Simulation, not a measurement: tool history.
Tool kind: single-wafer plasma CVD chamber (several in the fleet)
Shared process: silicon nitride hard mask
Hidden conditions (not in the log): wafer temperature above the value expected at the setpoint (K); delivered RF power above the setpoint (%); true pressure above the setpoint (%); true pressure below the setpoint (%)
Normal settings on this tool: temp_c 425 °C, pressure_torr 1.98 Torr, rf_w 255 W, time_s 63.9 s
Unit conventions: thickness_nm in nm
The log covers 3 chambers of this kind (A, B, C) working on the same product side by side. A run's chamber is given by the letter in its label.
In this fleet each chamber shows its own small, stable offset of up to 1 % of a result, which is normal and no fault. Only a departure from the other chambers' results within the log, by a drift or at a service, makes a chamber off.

run,hour,temp_c,pressure_torr,rf_w,time_s,hours since the last thermocouple change,hours since the last RF generator calibration,hours since the last manometer calibration,"read-back reference wafer on the same gauge, thickness_nm",thickness_nm
1A,15.6,425,1.98,255,63.9,736.2,815.9,314.7,61.403,69.508
2C,25.5,425,1.98,255,63.9,1752.9,617.9,778.1,61.401,69.428
3B,33.9,425,1.98,255,63.9,326.2,308.6,228.7,61.397,68.964
4A,42.8,425,1.98,255,63.9,763.4,843.1,341.9,61.443,69.156
5B,53.4,425,1.98,255,63.9,345.7,328.1,248.2,61.381,68.419
6C,61.6,425,1.98,290,63.9,1789.0,654.0,814.2,61.415,75.622
7A,76.1,425,1.98,290,63.9,796.7,876.4,375.2,61.401,75.894
8B,90.8,425,1.98,290,63.9,383.1,365.5,285.6,61.417,74.642
9C,106.2,425,1.98,255,63.9,1833.6,698.6,858.8,61.364,69.129
# hour 107.4: chamber A: RF generator calibrated
10C,122.8,425,1.98,255,63.9,1850.2,715.2,875.4,61.412,68.803
11A,130.4,425,1.98,255,63.9,851.0,23.0,429.5,61.405,69.249
12B,143.2,438,2.35,255,63.9,435.5,417.9,338.0,61.427,71.218
13B,151.6,438,2.35,255,63.9,443.9,426.3,346.4,61.385,71.142
14A,159.6,438,2.35,255,63.9,880.2,52.2,458.7,61.403,71.804
15C,168.6,425,1.98,255,63.9,1896.0,761.0,921.2,61.371,69.198
16A,177.8,437,1.98,275,63.9,898.4,70.4,476.9,61.425,72.897
17C,187.6,437,1.98,275,63.9,1915.0,780.0,940.2,61.379,72.541
18B,200.4,437,1.98,275,63.9,492.7,475.1,395.2,61.420,71.728
19C,211.1,425,1.98,255,53.2,1938.5,803.5,963.7,61.426,57.381
20A,224.3,425,1.98,255,53.2,944.9,116.9,523.4,61.457,57.747
21B,239.2,425,1.98,255,53.2,531.5,513.9,434.0,61.372,57.323
22B,255.1,425,1.98,255,63.9,547.4,529.8,449.9,61.377,68.631
23A,264.0,425,1.98,255,63.9,984.6,156.6,563.1,61.389,69.489
24C,272.0,425,1.98,255,63.9,1999.4,864.4,1024.6,61.390,69.035
25B,279.8,425,1.98,255,63.9,572.1,554.5,474.6,61.348,68.654
26C,291.8,425,1.98,255,63.9,2019.2,884.2,1044.4,61.404,69.235
27A,303.5,425,1.98,255,63.9,1024.1,196.1,602.6,61.368,69.232
28C,312.1,425,1.98,255,63.9,2039.5,904.5,1064.7,61.399,69.219
29B,321.1,425,1.98,255,63.9,613.4,595.8,515.9,61.393,68.768
30A,337.4,425,1.98,255,63.9,1058.0,230.0,636.5,61.406,69.473
31C,348.5,425,1.98,255,63.9,2075.9,940.9,1101.1,61.430,69.121
32A,357.5,425,1.98,255,63.9,1078.1,250.1,656.6,61.378,69.212
33B,373.5,425,1.98,255,63.9,665.8,648.2,568.3,61.361,68.401
34C,389.0,425,2.19,300,63.9,2116.4,981.4,1141.6,61.394,79.778
# hour 397.8: chamber C: thermocouple changed; heater temperature recalibrated
35B,401.5,425,2.19,300,63.9,693.8,676.2,596.3,61.403,78.394
36A,411.1,425,2.19,300,63.9,1131.7,303.7,710.2,61.365,80.020
37B,422.6,425,1.98,255,63.9,714.9,697.3,617.4,61.432,68.563
38C,431.1,425,1.98,255,63.9,33.4,1023.5,1183.7,61.400,69.039
39A,439.5,418,1.98,205,63.9,1160.1,332.1,738.6,61.336,59.031
40A,451.8,418,1.98,205,63.9,1172.4,344.4,750.9,61.428,59.444
41B,464.6,418,1.98,205,63.9,756.9,739.3,659.4,61.425,58.810

Which is it: a chamber that has drifted or been left off by a service, a gauge drift common to all chambers, or only each chamber's usual small offset? If a chamber is off, name it and its likeliest cause.

No chamber is off and the gauge is stable; the differences are just each chamber's small, constant offset.
